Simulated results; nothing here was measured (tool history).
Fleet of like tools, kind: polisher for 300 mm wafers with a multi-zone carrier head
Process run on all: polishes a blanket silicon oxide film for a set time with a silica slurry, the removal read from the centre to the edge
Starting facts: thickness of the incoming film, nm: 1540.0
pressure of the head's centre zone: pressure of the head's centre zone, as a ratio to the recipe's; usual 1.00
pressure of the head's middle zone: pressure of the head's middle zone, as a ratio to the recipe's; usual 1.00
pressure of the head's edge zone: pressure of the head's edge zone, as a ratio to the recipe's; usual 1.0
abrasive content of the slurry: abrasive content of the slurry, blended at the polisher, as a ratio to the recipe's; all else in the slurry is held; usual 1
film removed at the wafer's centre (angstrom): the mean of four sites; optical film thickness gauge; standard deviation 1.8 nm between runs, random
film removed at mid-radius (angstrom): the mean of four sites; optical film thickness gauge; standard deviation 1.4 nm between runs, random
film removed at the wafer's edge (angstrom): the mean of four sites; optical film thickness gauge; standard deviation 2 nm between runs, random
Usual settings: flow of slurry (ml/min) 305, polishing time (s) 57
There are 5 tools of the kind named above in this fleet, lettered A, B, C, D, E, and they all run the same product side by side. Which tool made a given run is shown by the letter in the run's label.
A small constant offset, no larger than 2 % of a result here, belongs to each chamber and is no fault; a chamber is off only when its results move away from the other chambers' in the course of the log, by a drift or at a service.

run,hour,flow of slurry (ml/min),pressure of the head's centre zone,pressure of the head's middle zone,pressure of the head's edge zone,abrasive content of the slurry,polishing time (s),film removed at the wafer's centre (angstrom),film removed at mid-radius (angstrom),film removed at the wafer's edge (angstrom)
# hour 4.1: chamber A: worn pad replaced by a new one
# hour 5.2: chamber D: centre zone pressure recalibrated
1D,6.3,305,1.00,1.00,1.0,1,57,1817.6,1831.6,1882.3
2A,13.6,305,1.00,1.00,1.0,1,57,1864.9,1869.3,1855.1
3C,20.8,305,1.00,1.00,1.0,1,57,1846.9,1852.5,1890.4
4E,28.1,305,1.00,1.00,1.0,1,57,1835.1,1838.8,1809.1
# hour 29.8: chamber C: worn pad replaced by a new one
# hour 34.0: chamber E: slurry nozzle cleaned
# hour 35.4: chamber D: worn pad replaced by a new one
5B,36.7,305,1.00,1.00,1.0,1,57,1870.6,1789.2,1848.8
6C,44.4,305,1.00,1.00,1.0,1,57,1822.0,1842.3,1898.3
7E,51.5,305,1.00,1.00,1.0,1,57,1857.1,1828.9,1820.2
8D,57.2,305,1.00,1.00,1.0,1,57,1814.9,1861.2,1857.2
9A,63.2,305,1.00,1.00,1.0,1,57,1822.2,1856.2,1852.0
# hour 67.8: chamber A: worn pad replaced by a new one
10B,69.2,305,1.00,1.00,1.0,1,57,1836.7,1813.3,1868.0
# hour 70.9: chamber D: slurry nozzle cleaned
11C,75.7,305,1.00,1.00,1.0,1,57,1818.6,1827.3,1906.1
# hour 79.8: chamber E: worn pad replaced by a new one
# hour 80.8: chamber B: centre zone pressure recalibrated
12A,84.0,305,1.09,1.00,1.0,1,67,2362.6,2191.7,2160.2
13E,90.7,305,1.09,1.00,1.0,1,67,2387.0,2158.9,2189.9
# hour 94.5: chamber C: worn pad replaced by a new one
14D,95.4,305,1.09,1.00,1.0,1,67,2395.4,2193.7,2163.8
15B,99.4,305,1.09,1.00,1.0,1,67,2396.9,2113.2,2170.8
# hour 102.2: chamber D: worn pad replaced by a new one
# hour 105.1: chamber B: worn pad replaced by a new one
16D,106.6,305,1.09,1.00,1.0,1,67,2369.7,2171.5,2147.6
17A,112.6,305,1.00,1.00,1.0,1,57,1831.1,1825.6,1859.0
# hour 115.7: chamber E: centre zone pressure recalibrated
18B,118.7,305,1.00,1.00,1.0,1,57,1871.7,1823.0,1864.3
19C,126.1,305,1.00,1.00,1.0,1,57,1840.1,1817.3,1864.3
# hour 130.8: chamber A: worn pad replaced by a new one
20E,134.4,305,1.00,1.00,1.0,1,57,1838.6,1827.6,1850.2
21D,141.3,305,1.00,1.00,1.0,1,57,1850.6,1819.7,1846.1
22A,149.1,305,1.00,1.00,1.0,1,57,1819.0,1890.8,1823.8
23C,153.6,305,1.00,1.00,1.0,1,57,1865.4,1833.3,1845.6
# hour 154.4: chamber C: worn pad replaced by a new one
# hour 157.6: chamber E: worn pad replaced by a new one
24E,157.8,305,1.00,1.00,1.0,1,57,1864.0,1827.3,1828.9
25B,164.2,305,1.00,1.00,1.0,1,57,1837.2,1791.8,1823.2
26B,168.6,305,1.00,1.00,1.0,1,57,1849.3,1808.6,1879.4
27E,174.7,305,1.00,1.00,1.0,1,57,1848.0,1835.3,1833.7
# hour 179.8: chamber D: worn pad replaced by a new one
28A,180.7,305,1.00,1.00,1.0,1,57,1811.5,1883.5,1794.3
29D,187.8,305,1.00,1.11,1.0,1,64,2034.5,2287.4,2065.5
# hour 190.8: chamber A: worn pad replaced by a new one
# hour 193.8: chamber C: centre zone pressure recalibrated
30C,195.2,305,1.00,1.11,1.0,1,64,2095.1,2297.1,2024.4
# hour 199.1: chamber B: worn pad replaced by a new one
31B,201.5,305,1.00,1.11,1.0,1,64,2070.8,2269.4,2082.1
32A,207.7,305,1.00,1.11,1.0,1,64,2072.0,2305.6,2042.4
33C,212.3,305,1.00,1.11,1.0,1,64,2087.0,2276.2,2062.7
34D,218.0,305,1.00,0.92,0.9,1,57,1844.2,1707.3,1749.4
35E,223.9,305,1.00,0.92,0.9,1,57,1838.7,1727.2,1747.0
36D,231.7,305,1.00,0.92,0.9,1,57,1868.7,1719.8,1722.7
37E,237.0,305,1.00,0.92,0.9,1,57,1847.9,1686.9,1701.6
38A,242.4,305,1.00,0.92,0.9,1,57,1828.5,1738.8,1731.4
39B,248.3,340,0.94,1.00,1.0,1,57,1727.7,1796.7,1853.6

Decide between three cases: one chamber stands off from its peers, the gauge reading all wafers drifts, or nothing is wrong past each chamber's small offset. Where a chamber is off, say which and what most likely put it there.

All chambers stay in line apart from their small fixed offsets, and the gauge does not drift.

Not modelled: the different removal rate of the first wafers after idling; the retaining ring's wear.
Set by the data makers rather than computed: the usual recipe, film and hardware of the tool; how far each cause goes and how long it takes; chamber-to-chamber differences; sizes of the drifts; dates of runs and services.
